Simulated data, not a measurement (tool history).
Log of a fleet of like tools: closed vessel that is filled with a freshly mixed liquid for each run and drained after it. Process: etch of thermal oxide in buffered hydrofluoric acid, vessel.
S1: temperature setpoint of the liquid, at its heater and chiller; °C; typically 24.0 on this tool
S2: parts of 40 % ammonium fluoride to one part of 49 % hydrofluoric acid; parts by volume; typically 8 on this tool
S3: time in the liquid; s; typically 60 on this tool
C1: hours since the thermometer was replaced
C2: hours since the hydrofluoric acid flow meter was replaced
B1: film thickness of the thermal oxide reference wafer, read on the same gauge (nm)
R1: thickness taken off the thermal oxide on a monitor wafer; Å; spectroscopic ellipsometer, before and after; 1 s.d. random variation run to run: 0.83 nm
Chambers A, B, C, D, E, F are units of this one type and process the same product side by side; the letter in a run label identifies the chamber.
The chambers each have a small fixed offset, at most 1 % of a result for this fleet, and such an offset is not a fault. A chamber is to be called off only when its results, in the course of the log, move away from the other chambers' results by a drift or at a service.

-- hour=2.1 chamber B: hydrofluoric acid flow meter replaced
run 1C hour=4.0 | S1=24.0 S2=8 S3=60 | C1=343.0 C2=698.8 | B1=99.985 | R1=838.32
run 2B hour=7.7 | S1=24.0 S2=8 S3=60 | C1=645.5 C2=5.7 | B1=99.991 | R1=826.70
run 3F hour=13.6 | S1=24.0 S2=8 S3=60 | C1=620.4 C2=793.5 | B1=99.987 | R1=845.83
run 4E hour=18.5 | S1=24.0 S2=8 S3=60 | C1=242.6 C2=33.2 | B1=99.984 | R1=842.67
run 5D hour=22.6 | S1=24.0 S2=8 S3=60 | C1=282.7 C2=562.9 | B1=99.984 | R1=836.84
run 6A hour=29.7 | S1=24.0 S2=7 S3=35 | C1=1774.5 C2=2311.4 | B1=100.010 | R1=558.94
run 7A hour=34.0 | S1=24.0 S2=7 S3=35 | C1=1778.8 C2=2315.7 | B1=99.995 | R1=561.01
run 8E hour=38.0 | S1=24.0 S2=7 S3=35 | C1=262.1 C2=52.7 | B1=100.000 | R1=574.19
-- hour=40.4 chamber C: hydrofluoric acid flow meter replaced
run 9B hour=42.1 | S1=24.0 S2=7 S3=35 | C1=679.9 C2=40.1 | B1=100.000 | R1=559.74
run 10F hour=47.0 | S1=24.0 S2=7 S3=35 | C1=653.8 C2=826.9 | B1=99.995 | R1=562.59
run 11C hour=51.5 | S1=24.0 S2=7 S3=35 | C1=390.5 C2=11.1 | B1=100.010 | R1=584.13
run 12D hour=55.5 | S1=24.0 S2=8 S3=60 | C1=315.6 C2=595.8 | B1=100.000 | R1=826.00
run 13B hour=61.8 | S1=24.0 S2=8 S3=60 | C1=699.6 C2=59.8 | B1=99.993 | R1=838.91
run 14E hour=68.0 | S1=24.0 S2=8 S3=60 | C1=292.1 C2=82.7 | B1=100.000 | R1=837.83
run 15C hour=74.2 | S1=24.0 S2=8 S3=60 | C1=413.2 C2=33.8 | B1=100.000 | R1=855.36
-- hour=81.2 chamber A: hydrofluoric acid flow meter replaced
run 16D hour=81.5 | S1=24.0 S2=8 S3=60 | C1=341.6 C2=621.8 | B1=100.010 | R1=841.49
run 17F hour=89.0 | S1=24.0 S2=8 S3=60 | C1=695.8 C2=868.9 | B1=100.010 | R1=838.55
run 18A hour=94.8 | S1=24.0 S2=8 S3=60 | C1=1839.6 C2=13.6 | B1=100.000 | R1=832.62
run 19C hour=98.5 | S1=24.0 S2=8 S3=60 | C1=437.5 C2=58.1 | B1=100.000 | R1=845.16
run 20B hour=103.1 | S1=24.0 S2=8 S3=60 | C1=740.9 C2=101.1 | B1=100.010 | R1=844.66
run 21D hour=108.3 | S1=24.0 S2=8 S3=60 | C1=368.4 C2=648.6 | B1=99.998 | R1=853.51
run 22E hour=113.3 | S1=24.0 S2=8 S3=80 | C1=337.4 C2=128.0 | B1=99.998 | R1=1111.80
run 23A hour=116.9 | S1=24.0 S2=8 S3=80 | C1=1861.7 C2=35.7 | B1=100.010 | R1=1110.50
run 24F hour=123.2 | S1=24.0 S2=8 S3=80 | C1=730.0 C2=903.1 | B1=100.010 | R1=1121.60
-- hour=124.2 chamber D: hydrofluoric acid flow meter replaced
run 25D hour=129.3 | S1=24.0 S2=8 S3=80 | C1=389.4 C2=5.1 | B1=100.010 | R1=1160.30
run 26F hour=136.0 | S1=24.0 S2=8 S3=80 | C1=742.8 C2=915.9 | B1=99.999 | R1=1147.30
run 27A hour=141.2 | S1=24.0 S2=8 S3=80 | C1=1886.0 C2=60.0 | B1=100.000 | R1=1111.50
run 28C hour=147.0 | S1=24.0 S2=8 S3=40 | C1=486.0 C2=106.6 | B1=99.996 | R1=569.64
run 29B hour=152.6 | S1=24.0 S2=8 S3=40 | C1=790.4 C2=150.6 | B1=99.996 | R1=560.40
run 30E hour=159.7 | S1=24.0 S2=8 S3=40 | C1=383.8 C2=174.4 | B1=100.020 | R1=558.63
run 31B hour=164.3 | S1=24.0 S2=8 S3=40 | C1=802.1 C2=162.3 | B1=100.010 | R1=555.26
run 32C hour=169.0 | S1=24.0 S2=8 S3=40 | C1=508.0 C2=128.6 | B1=99.997 | R1=563.79
run 33E hour=173.6 | S1=24.0 S2=8 S3=40 | C1=397.7 C2=188.3 | B1=99.991 | R1=555.80
run 34D hour=177.1 | S1=24.0 S2=8 S3=60 | C1=437.2 C2=52.9 | B1=99.985 | R1=888.44
run 35F hour=181.9 | S1=24.0 S2=8 S3=60 | C1=788.7 C2=961.8 | B1=99.996 | R1=832.02
run 36A hour=186.5 | S1=24.0 S2=8 S3=60 | C1=1931.3 C2=105.3 | B1=100.010 | R1=844.56
run 37C hour=193.9 | S1=24.0 S2=8 S3=60 | C1=532.9 C2=153.5 | B1=99.991 | R1=840.28
run 38B hour=201.3 | S1=21.5 S2=8 S3=95 | C1=839.1 C2=199.3 | B1=99.993 | R1=1143.70
run 39A hour=205.4 | S1=21.5 S2=8 S3=95 | C1=1950.2 C2=124.2 | B1=99.987 | R1=1173.20
run 40E hour=208.9 | S1=21.5 S2=8 S3=95 | C1=433.0 C2=223.6 | B1=100.000 | R1=1182.70
run 41F hour=215.2 | S1=21.5 S2=8 S3=95 | C1=822.0 C2=995.1 | B1=99.989 | R1=1139.90
run 42D hour=220.7 | S1=21.5 S2=8 S3=95 | C1=480.8 C2=96.5 | B1=100.000 | R1=1267.60
run 43D hour=228.2 | S1=21.5 S2=8 S3=95 | C1=488.3 C2=104.0 | B1=100.010 | R1=1262.20

Is one chamber out of step, is the gauge drifting, or do the chambers differ by no more than their own small offsets? For an off chamber, give its letter and the likeliest cause.

One chamber, D, drifts off from the rest bit by bit.
What lies behind it: liquid hotter than its thermometer reads (K) = 1.74.

Which of the 4 candidates below, each the usual settings with something changed and its results left as question marks, puts chamber D back in line with what the other chambers give on the usual settings?
A result is in line if it is within this distance of the other chambers' mean on the usual settings: R1 29.00 Å
run 44D-1 hour=233.7 | S1=24.5 S2=7.5 S3=65 | R1=?
run 44D-2 hour=233.7 | S1=24.5 S2=8.0 S3=65 | R1=?
run 44D-3 hour=233.7 | S1=23.5 S2=8.5 S3=60 | R1=?
run 44D-4 hour=233.7 | S1=24.0 S2=10.0 S3=60 | R1=?

Other chambers, usual settings, mean: R1 840.99 Å
run=44D-1 R1=1104.30
run=44D-2 R1=1031.00
run=44D-3 R1=844.39
run=44D-4 R1=764.53
44D-3 is the one that brings the chamber's results back in line with the other chambers.
